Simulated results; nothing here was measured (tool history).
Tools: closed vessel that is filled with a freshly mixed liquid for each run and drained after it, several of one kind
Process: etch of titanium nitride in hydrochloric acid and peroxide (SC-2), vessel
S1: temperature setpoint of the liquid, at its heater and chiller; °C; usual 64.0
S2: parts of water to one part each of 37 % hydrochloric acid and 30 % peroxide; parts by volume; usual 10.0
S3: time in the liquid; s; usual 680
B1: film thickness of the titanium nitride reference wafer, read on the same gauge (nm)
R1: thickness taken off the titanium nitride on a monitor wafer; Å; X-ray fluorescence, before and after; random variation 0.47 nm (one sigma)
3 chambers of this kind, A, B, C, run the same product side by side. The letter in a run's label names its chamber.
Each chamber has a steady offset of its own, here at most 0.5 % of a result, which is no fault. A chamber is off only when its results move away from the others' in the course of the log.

run,day,S1,S2,S3,B1,R1
1A,0.246,64.0,10.0,680,150.00,597.05
2C,0.442,64.0,10.0,680,149.98,593.59
3B,0.779,64.0,10.0,680,149.99,597.56
4A,1.067,64.0,10.0,680,150.01,589.28
5B,1.392,64.0,10.0,680,150.00,586.80
6C,1.638,64.0,10.0,680,149.98,594.82
7B,1.992,64.0,10.0,680,149.97,582.04
8A,2.279,64.0,10.0,680,149.99,591.34
9C,2.525,64.0,10.0,680,150.02,589.08
10B,2.762,64.0,10.0,680,149.99,582.19
11C,3.017,64.0,10.0,680,150.01,578.26
12A,3.200,64.0,10.0,680,149.99,589.54
13C,3.421,61.0,10.0,680,150.03,486.11
14B,3.754,61.0,10.0,680,150.03,486.91
15A,4.075,61.0,10.0,680,150.00,492.91
16C,4.238,64.0,10.0,680,149.99,579.92
17B,4.450,64.0,10.0,680,150.01,591.04
18A,4.721,64.0,10.0,680,149.98,582.68
19B,4.954,64.0,10.0,680,149.98,596.47
20C,5.242,64.0,10.0,680,150.01,567.13
21A,5.512,67.5,10.0,810,149.98,860.65
22C,5.842,67.5,10.0,810,149.99,826.13
23A,6.121,67.5,10.0,810,150.02,859.22
24B,6.275,64.0,10.0,680,150.00,592.58
25C,6.517,64.0,10.0,680,150.02,549.44
26A,6.762,64.0,10.0,680,149.98,587.27
27B,7.096,64.0,10.0,680,149.98,591.97
28B,7.325,64.0,10.0,680,149.99,598.55
29C,7.679,64.0,10.0,680,150.00,549.48
30A,7.992,64.0,10.0,680,150.00,588.18
31C,8.175,67.0,10.0,865,150.01,841.27
32A,8.525,67.0,10.0,865,149.97,893.00
33B,8.842,67.0,10.0,865,150.00,904.74
34C,9.104,64.0,10.0,680,149.99,540.58
35B,9.358,56.0,5.5,680,149.99,565.36

All 3 chambers run these settings next. Forecast each chamber's results:
36A,9.612,55.0,10.0,680,,?
36B,9.612,55.0,10.0,680,,?
36C,9.612,55.0,10.0,680,,?

run,R1
36A,338.20
36B,332.70
36C,300.59
